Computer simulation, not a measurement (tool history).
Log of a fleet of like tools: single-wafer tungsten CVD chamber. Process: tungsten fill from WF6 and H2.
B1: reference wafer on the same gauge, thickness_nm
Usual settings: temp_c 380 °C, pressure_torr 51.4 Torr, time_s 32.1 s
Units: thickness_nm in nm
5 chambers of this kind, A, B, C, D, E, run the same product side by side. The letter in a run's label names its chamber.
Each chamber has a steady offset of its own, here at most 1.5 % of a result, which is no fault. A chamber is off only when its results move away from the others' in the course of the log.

run 1E hour=7 | temp_c=380 pressure_torr=51.4 time_s=32.1 | B1=76.53 | thickness_nm=81.552
run 2C hour=19.3 | temp_c=380 pressure_torr=51.4 time_s=32.1 | B1=76.427 | thickness_nm=80.583
run 3D hour=25.7 | temp_c=380 pressure_torr=51.4 time_s=32.1 | B1=76.481 | thickness_nm=81.323
run 4A hour=32 | temp_c=380 pressure_torr=51.4 time_s=32.1 | B1=76.46 | thickness_nm=81.667
run 5B hour=43.5 | temp_c=380 pressure_torr=51.4 time_s=32.1 | B1=76.56 | thickness_nm=80.802
run 6D hour=52.6 | temp_c=380 pressure_torr=51.4 time_s=26.8 | B1=76.522 | thickness_nm=68.44
run 7B hour=60.6 | temp_c=380 pressure_torr=51.4 time_s=26.8 | B1=76.506 | thickness_nm=67.403
run 8A hour=73.6 | temp_c=380 pressure_torr=51.4 time_s=26.8 | B1=76.501 | thickness_nm=68.175
run 9C hour=84.8 | temp_c=380 pressure_torr=51.4 time_s=26.8 | B1=76.546 | thickness_nm=67.163
run 10E hour=96.3 | temp_c=380 pressure_torr=51.4 time_s=26.8 | B1=76.569 | thickness_nm=67.987
run 11A hour=109.3 | temp_c=380 pressure_torr=51.4 time_s=32.1 | B1=76.551 | thickness_nm=81.234
run 12C hour=117.3 | temp_c=386 pressure_torr=51.4 time_s=32.1 | B1=76.399 | thickness_nm=90.601
run 13E hour=128.5 | temp_c=386 pressure_torr=51.4 time_s=32.1 | B1=76.445 | thickness_nm=91.848
run 14D hour=141.3 | temp_c=386 pressure_torr=51.4 time_s=32.1 | B1=76.464 | thickness_nm=92.233
-- hour=152.2 chamber B: thermocouple changed; heater temperature recalibrated
run 15B hour=153.6 | temp_c=386 pressure_torr=51.4 time_s=32.1 | B1=76.52 | thickness_nm=87.629
run 16B hour=162.8 | temp_c=386 pressure_torr=51.4 time_s=32.1 | B1=76.485 | thickness_nm=87.556
run 17C hour=174.3 | temp_c=380 pressure_torr=51.4 time_s=32.1 | B1=76.416 | thickness_nm=79.676
run 18D hour=184.3 | temp_c=380 pressure_torr=43.5 time_s=32.1 | B1=76.526 | thickness_nm=76.118
run 19E hour=193.8 | temp_c=380 pressure_torr=43.5 time_s=32.1 | B1=76.535 | thickness_nm=75.036
run 20A hour=200.1 | temp_c=380 pressure_torr=43.5 time_s=32.1 | B1=76.531 | thickness_nm=75.921
run 21E hour=206.7 | temp_c=380 pressure_torr=43.5 time_s=32.1 | B1=76.511 | thickness_nm=74.902
run 22D hour=218.9 | temp_c=380 pressure_torr=43.5 time_s=32.1 | B1=76.449 | thickness_nm=76.377
run 23A hour=226.8 | temp_c=380 pressure_torr=51.4 time_s=32.1 | B1=76.449 | thickness_nm=81.652
run 24C hour=239.1 | temp_c=380 pressure_torr=51.4 time_s=32.1 | B1=76.531 | thickness_nm=80.076
run 25B hour=249.6 | temp_c=380 pressure_torr=51.4 time_s=32.1 | B1=76.488 | thickness_nm=77.917
run 26D hour=256.5 | temp_c=392 pressure_torr=51.4 time_s=32.1 | B1=76.546 | thickness_nm=104.37
run 27A hour=268.3 | temp_c=392 pressure_torr=51.4 time_s=32.1 | B1=76.483 | thickness_nm=102.99
run 28C hour=279.8 | temp_c=392 pressure_torr=51.4 time_s=32.1 | B1=76.523 | thickness_nm=102.75
run 29B hour=292 | temp_c=392 pressure_torr=51.4 time_s=32.1 | B1=76.391 | thickness_nm=98.346
run 30E hour=300 | temp_c=392 pressure_torr=51.4 time_s=32.1 | B1=76.431 | thickness_nm=102.74
run 31E hour=309.2 | temp_c=385 pressure_torr=51.4 time_s=32.1 | B1=76.55 | thickness_nm=89.751
run 32B hour=320.4 | temp_c=385 pressure_torr=51.4 time_s=32.1 | B1=76.594 | thickness_nm=85.968
run 33A hour=331.5 | temp_c=385 pressure_torr=51.4 time_s=32.1 | B1=76.485 | thickness_nm=89.814
run 34C hour=340.8 | temp_c=385 pressure_torr=51.4 time_s=32.1 | B1=76.468 | thickness_nm=89.076
run 35D hour=353.2 | temp_c=385 pressure_torr=51.4 time_s=32.1 | B1=76.409 | thickness_nm=90.958
run 36D hour=361.6 | temp_c=380 pressure_torr=51.4 time_s=32.1 | B1=76.469 | thickness_nm=81.685
run 37A hour=371.9 | temp_c=380 pressure_torr=51.4 time_s=32.1 | B1=76.475 | thickness_nm=81.525
run 38E hour=381.1 | temp_c=380 pressure_torr=51.4 time_s=32.1 | B1=76.506 | thickness_nm=81.068
run 39C hour=391.9 | temp_c=375 pressure_torr=51.4 time_s=32.1 | B1=76.457 | thickness_nm=71.938
run 40B hour=398.8 | temp_c=375 pressure_torr=51.4 time_s=32.1 | B1=76.476 | thickness_nm=70.789
run 41C hour=404.7 | temp_c=375 pressure_torr=51.4 time_s=32.1 | B1=76.452 | thickness_nm=72.793

Is one chamber off against the others, does the gauge drift, or is nothing wrong? If a chamber is off, say which, and what the likeliest cause is.

A service left chamber B off against the others.
Cause: wafer temperature below the value expected at the setpoint (K) = 2.02.

Here are 4 candidates for chamber B's next run, each the usual settings with a change, their results left as question marks. Which one brings its results back in line with what the others give on the usual settings?
In line means no further than this from the other chambers' mean on the usual settings: thickness_nm 1.3 nm
run 42B-1 hour=414.3 | temp_c=380 pressure_torr=51.4 time_s=33.5 | thickness_nm=?
run 42B-2 hour=414.3 | temp_c=380 pressure_torr=51.4 time_s=30.7 | thickness_nm=?
run 42B-3 hour=414.3 | temp_c=380 pressure_torr=49.6 time_s=32.1 | thickness_nm=?
run 42B-4 hour=414.3 | temp_c=381 pressure_torr=51.6 time_s=32.1 | thickness_nm=?

The other chambers' mean on the usual settings: thickness_nm 81.388 nm
run=42B-1 thickness_nm=81.273
run=42B-2 thickness_nm=74.455
run=42B-3 thickness_nm=76.573
run=42B-4 thickness_nm=79.607
42B-1 brings the chamber back in line.

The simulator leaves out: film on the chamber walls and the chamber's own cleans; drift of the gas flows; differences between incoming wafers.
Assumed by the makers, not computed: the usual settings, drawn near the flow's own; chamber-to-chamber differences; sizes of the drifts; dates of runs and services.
